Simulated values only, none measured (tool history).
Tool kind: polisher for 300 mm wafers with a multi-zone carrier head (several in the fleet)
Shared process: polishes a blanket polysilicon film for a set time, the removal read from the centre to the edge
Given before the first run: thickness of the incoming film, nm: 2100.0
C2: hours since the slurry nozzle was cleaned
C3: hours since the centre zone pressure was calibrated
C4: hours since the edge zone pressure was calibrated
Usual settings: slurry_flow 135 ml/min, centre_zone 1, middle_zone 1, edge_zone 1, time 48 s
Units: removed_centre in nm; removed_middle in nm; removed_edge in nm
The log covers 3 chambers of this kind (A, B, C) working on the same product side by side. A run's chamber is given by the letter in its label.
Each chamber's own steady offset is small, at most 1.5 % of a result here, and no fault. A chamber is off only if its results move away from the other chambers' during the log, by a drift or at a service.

{"day": 0.2, "done": "chamber B: slurry nozzle cleaned"}
{"run": "1C", "day": 0.5, "slurry_flow": 135, "centre_zone": 1, "middle_zone": 1, "edge_zone": 1, "time": 48, "wafers polished on this pad": 767, "C2": 492.1, "C3": 190.3, "C4": 22.5, "removed_centre": 241.87, "removed_middle": 245.08, "removed_edge": 238.95}
{"run": "2B", "day": 0.779, "slurry_flow": 135, "centre_zone": 1, "middle_zone": 1, "edge_zone": 1, "time": 48, "wafers polished on this pad": 519, "C2": 13.9, "C3": 346.3, "C4": 758.8, "removed_centre": 238.2, "removed_middle": 239.98, "removed_edge": 245.27}
{"run": "3A", "day": 1.196, "slurry_flow": 135, "centre_zone": 1, "middle_zone": 1, "edge_zone": 1, "time": 48, "wafers polished on this pad": 1142, "C2": 232.5, "C3": 443.3, "C4": 1042.1, "removed_centre": 239.16, "removed_middle": 242.23, "removed_edge": 244.28}
{"day": 1.392, "done": "chamber B: edge zone pressure recalibrated"}
{"run": "4C", "day": 1.579, "slurry_flow": 135, "centre_zone": 1, "middle_zone": 1, "edge_zone": 1, "time": 48, "wafers polished on this pad": 1045, "C2": 518, "C3": 216.2, "C4": 48.4, "removed_centre": 242.93, "removed_middle": 240.44, "removed_edge": 246.4}
{"run": "5B", "day": 1.933, "slurry_flow": 135, "centre_zone": 1, "middle_zone": 1, "edge_zone": 1, "time": 48, "wafers polished on this pad": 817, "C2": 41.6, "C3": 374, "C4": 13, "removed_centre": 240.51, "removed_middle": 235.07, "removed_edge": 240.16}
{"day": 2.262, "done": "chamber C: worn pad replaced by a new one"}
{"run": "6A", "day": 2.304, "slurry_flow": 135, "centre_zone": 1, "middle_zone": 1, "edge_zone": 1, "time": 42, "wafers polished on this pad": 1428, "C2": 259.1, "C3": 469.9, "C4": 1068.7, "removed_centre": 211.65, "removed_middle": 208.95, "removed_edge": 212.32}
{"run": "7A", "day": 2.7, "slurry_flow": 135, "centre_zone": 1, "middle_zone": 1, "edge_zone": 1, "time": 42, "wafers polished on this pad": 1530, "C2": 268.6, "C3": 479.4, "C4": 1078.2, "removed_centre": 211.43, "removed_middle": 213.03, "removed_edge": 216.1}
{"day": 3.133, "done": "chamber A: worn pad replaced by a new one"}
{"run": "8C", "day": 3.225, "slurry_flow": 135, "centre_zone": 1, "middle_zone": 1, "edge_zone": 1, "time": 42, "wafers polished on this pad": 249, "C2": 557.5, "C3": 255.7, "C4": 87.9, "removed_centre": 210.6, "removed_middle": 210.92, "removed_edge": 215.65}
{"run": "9B", "day": 3.667, "slurry_flow": 135, "centre_zone": 1, "middle_zone": 1, "edge_zone": 1, "time": 48, "wafers polished on this pad": 1264, "C2": 83.2, "C3": 415.6, "C4": 54.6, "removed_centre": 230.85, "removed_middle": 231.56, "removed_edge": 237.14}
{"run": "10A", "day": 4.125, "slurry_flow": 135, "centre_zone": 1, "middle_zone": 1, "edge_zone": 1, "time": 48, "wafers polished on this pad": 256, "C2": 302.8, "C3": 513.6, "C4": 1112.4, "removed_centre": 241, "removed_middle": 239.01, "removed_edge": 244.02}
{"run": "11C", "day": 4.433, "slurry_flow": 180, "centre_zone": 1, "middle_zone": 1, "edge_zone": 1, "time": 48, "wafers polished on this pad": 560, "C2": 586.5, "C3": 284.7, "C4": 116.9, "removed_centre": 259.81, "removed_middle": 255.74, "removed_edge": 252.34}
{"run": "12B", "day": 4.788, "slurry_flow": 180, "centre_zone": 1, "middle_zone": 1, "edge_zone": 1, "time": 48, "wafers polished on this pad": 1553, "C2": 110.1, "C3": 442.5, "C4": 81.5, "removed_centre": 243.79, "removed_middle": 238.03, "removed_edge": 238.66}
{"run": "13C", "day": 5.225, "slurry_flow": 180, "centre_zone": 1, "middle_zone": 1, "edge_zone": 1, "time": 48, "wafers polished on this pad": 764, "C2": 605.5, "C3": 303.7, "C4": 135.9, "removed_centre": 255.38, "removed_middle": 253.38, "removed_edge": 248.42}
{"run": "14A", "day": 5.617, "slurry_flow": 135, "centre_zone": 1, "middle_zone": 1, "edge_zone": 1, "time": 64, "wafers polished on this pad": 640, "C2": 338.6, "C3": 549.4, "C4": 1148.2, "removed_centre": 322.28, "removed_middle": 321.86, "removed_edge": 316.84}
{"run": "15B", "day": 6.096, "slurry_flow": 135, "centre_zone": 1, "middle_zone": 1, "edge_zone": 1, "time": 64, "wafers polished on this pad": 1890, "C2": 141.5, "C3": 473.9, "C4": 112.9, "removed_centre": 300.71, "removed_middle": 301.56, "removed_edge": 305.31}
{"day": 6.188, "done": "chamber B: centre zone pressure recalibrated"}
{"run": "16B", "day": 6.421, "slurry_flow": 135, "centre_zone": 1, "middle_zone": 1, "edge_zone": 1, "time": 64, "wafers polished on this pad": 1974, "C2": 149.3, "C3": 5.7, "C4": 120.7, "removed_centre": 294.95, "removed_middle": 300.03, "removed_edge": 299.7}
{"run": "17A", "day": 6.667, "slurry_flow": 135, "centre_zone": 1, "middle_zone": 1, "edge_zone": 1, "time": 48, "wafers polished on this pad": 911, "C2": 363.8, "C3": 574.6, "C4": 1173.4, "removed_centre": 242.17, "removed_middle": 241.14, "removed_edge": 247.08}
{"day": 6.679, "done": "chamber C: slurry nozzle cleaned"}
{"day": 6.683, "done": "chamber C: worn pad replaced by a new one"}
{"run": "18C", "day": 7.058, "slurry_flow": 135, "centre_zone": 1, "middle_zone": 1, "edge_zone": 1, "time": 48, "wafers polished on this pad": 97, "C2": 9.1, "C3": 347.7, "C4": 179.9, "removed_centre": 243.63, "removed_middle": 244.17, "removed_edge": 244.04}
{"run": "19A", "day": 7.592, "slurry_flow": 135, "centre_zone": 1, "middle_zone": 1, "edge_zone": 1, "time": 48, "wafers polished on this pad": 1150, "C2": 386, "C3": 596.8, "C4": 1195.6, "removed_centre": 243.29, "removed_middle": 241.37, "removed_edge": 239.13}
{"run": "20C", "day": 8.046, "slurry_flow": 135, "centre_zone": 1, "middle_zone": 1, "edge_zone": 1, "time": 48, "wafers polished on this pad": 351, "C2": 32.8, "C3": 371.4, "C4": 203.6, "removed_centre": 243.23, "removed_middle": 243, "removed_edge": 243.92}

Which is it: a chamber that has drifted or been left off by a service, a gauge drift common to all chambers, or only each chamber's usual small offset? If a chamber is off, name it and its likeliest cause.

It is chamber B that slowly wanders off from its peers.
Likeliest cause: removal rate lost through wear of the pad, % = 9.6.
The log may not tell that from: slurry flow missing at the pad, %.

Which of the 4 candidates below, each the usual settings with something changed and its results left as question marks, puts chamber B back in line with what the other chambers give on the usual settings?
Maximum distance from the other chambers' mean on the usual settings for a result to count as in line: removed_centre 6.8 nm; removed_middle 7 nm; removed_edge 9.7 nm
{"run": "21B-1", "day": 8.429, "slurry_flow": 130, "centre_zone": 1, "middle_zone": 0.98, "edge_zone": 1, "time": 41, "removed_centre": "?", "removed_middle": "?", "removed_edge": "?"}
{"run": "21B-2", "day": 8.429, "slurry_flow": 135, "centre_zone": 1, "middle_zone": 0.99, "edge_zone": 1, "time": 43, "removed_centre": "?", "removed_middle": "?", "removed_edge": "?"}
{"run": "21B-3", "day": 8.429, "slurry_flow": 140, "centre_zone": 1, "middle_zone": 1.02, "edge_zone": 1, "time": 56, "removed_centre": "?", "removed_middle": "?", "removed_edge": "?"}
{"run": "21B-4", "day": 8.429, "slurry_flow": 135, "centre_zone": 1, "middle_zone": 1.01, "edge_zone": 1, "time": 53, "removed_centre": "?", "removed_middle": "?", "removed_edge": "?"}

Average result of the remaining chambers running the usual settings: removed_centre 242.22 nm; removed_middle 241.38 nm; removed_edge 242.37 nm
run=21B-1 removed_centre=184.17 removed_middle=179.85 removed_edge=185.01
run=21B-2 removed_centre=194.98 removed_middle=191.94 removed_edge=195.14
run=21B-3 removed_centre=256.19 removed_middle=258.78 removed_edge=255.42
run=21B-4 removed_centre=240.36 removed_middle=240.89 removed_edge=240.45
Change 21B-4 lands the chamber within the allowed miss of the other chambers.
